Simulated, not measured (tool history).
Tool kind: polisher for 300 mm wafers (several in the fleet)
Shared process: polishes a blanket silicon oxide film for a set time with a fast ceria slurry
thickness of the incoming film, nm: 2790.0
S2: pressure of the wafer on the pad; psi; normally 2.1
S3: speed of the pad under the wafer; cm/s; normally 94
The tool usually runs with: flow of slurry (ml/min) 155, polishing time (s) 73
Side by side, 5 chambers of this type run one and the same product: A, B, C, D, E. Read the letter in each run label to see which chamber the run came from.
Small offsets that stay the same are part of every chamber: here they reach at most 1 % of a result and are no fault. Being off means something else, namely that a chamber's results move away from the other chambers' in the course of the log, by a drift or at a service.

Run 1D, hour 10.2: usual settings. Result: film removed (nm) 784.62.
Run 2C, hour 19.8: usual settings. Result: film removed (nm) 795.71.
At hour 30: chamber C: worn pad replaced by a new one.
Run 3A, hour 30: usual settings. Result: film removed (nm) 783.2.
Run 4E, hour 39: usual settings. Result: film removed (nm) 793.31.
Run 5B, hour 45.4: usual settings. Result: film removed (nm) 789.27.
Run 6E, hour 53.3: usual settings. Result: film removed (nm) 791.13.
Run 7A, hour 66.8: usual settings. Result: film removed (nm) 785.04.
Run 8B, hour 80.2: usual settings. Result: film removed (nm) 786.01.
At hour 85.1: chamber E: head pressure recalibrated.
At hour 87: chamber A: worn pad replaced by a new one.
Run 9D, hour 88.6: usual settings. Result: film removed (nm) 782.99.
At hour 92: chamber E: slurry nozzle cleaned.
Run 10C, hour 94.7: usual settings but flow of slurry (ml/min) 205. Result: film removed (nm) 811.42.
At hour 97.1: chamber E: worn pad replaced by a new one.
Run 11B, hour 105.3: usual settings but flow of slurry (ml/min) 205. Result: film removed (nm) 825.37.
Run 12C, hour 118.5: usual settings but flow of slurry (ml/min) 205. Result: film removed (nm) 807.14.
At hour 123.5: chamber B: worn pad replaced by a new one.
Run 13E, hour 129.4: usual settings but flow of slurry (ml/min) 205. Result: film removed (nm) 823.81.
At hour 130.8: chamber C: worn pad replaced by a new one.
At hour 131.6: chamber B: head pressure recalibrated.
Run 14D, hour 141.9: usual settings but flow of slurry (ml/min) 205. Result: film removed (nm) 810.48.
Run 15A, hour 148.7: usual settings. Result: film removed (nm) 790.19.
At hour 154.8: chamber D: worn pad replaced by a new one.
Run 16D, hour 155.8: usual settings but polishing time (s) 62. Result: film removed (nm) 660.21.
Run 17C, hour 167.3: usual settings but polishing time (s) 62. Result: film removed (nm) 666.9.
Run 18E, hour 180.2: usual settings but polishing time (s) 62. Result: film removed (nm) 666.13.
Run 19B, hour 191.9: usual settings but polishing time (s) 62. Result: film removed (nm) 677.33.
At hour 201.9: chamber A: worn pad replaced by a new one.
Run 20A, hour 202.8: usual settings but polishing time (s) 62. Result: film removed (nm) 655.27.
Run 21D, hour 212.6: usual settings. Result: film removed (nm) 771.79.
At hour 223.4: chamber C: worn pad replaced by a new one.
Run 22C, hour 225.1: usual settings. Result: film removed (nm) 784.01.
Run 23B, hour 234.7: usual settings. Result: film removed (nm) 784.
Run 24A, hour 245.8: usual settings. Result: film removed (nm) 797.68.
At hour 245.9: chamber C: head pressure recalibrated.
At hour 248.7: chamber E: worn pad replaced by a new one.
At hour 256.5: chamber B: worn pad replaced by a new one.
Run 25E, hour 257.6: usual settings but flow of slurry (ml/min) 175, polishing time (s) 53. Result: film removed (nm) 581.92.
Run 26D, hour 269.5: usual settings but flow of slurry (ml/min) 175, polishing time (s) 53. Result: film removed (nm) 582.84.
Run 27C, hour 282.1: usual settings but flow of slurry (ml/min) 175, polishing time (s) 53. Result: film removed (nm) 571.58.
Run 28B, hour 295: usual settings but flow of slurry (ml/min) 175, polishing time (s) 53. Result: film removed (nm) 579.25.
Run 29A, hour 306.5: usual settings but flow of slurry (ml/min) 175, polishing time (s) 53. Result: film removed (nm) 588.53.
Run 30E, hour 313.3: usual settings. Result: film removed (nm) 794.68.

Decide between three cases: one chamber stands off from its peers, the gauge reading all wafers drifts, or nothing is wrong past each chamber's small offset. Where a chamber is off, say which and what most likely put it there.

Beyond each chamber's small constant offset nothing stands out, and the gauge stays steady.
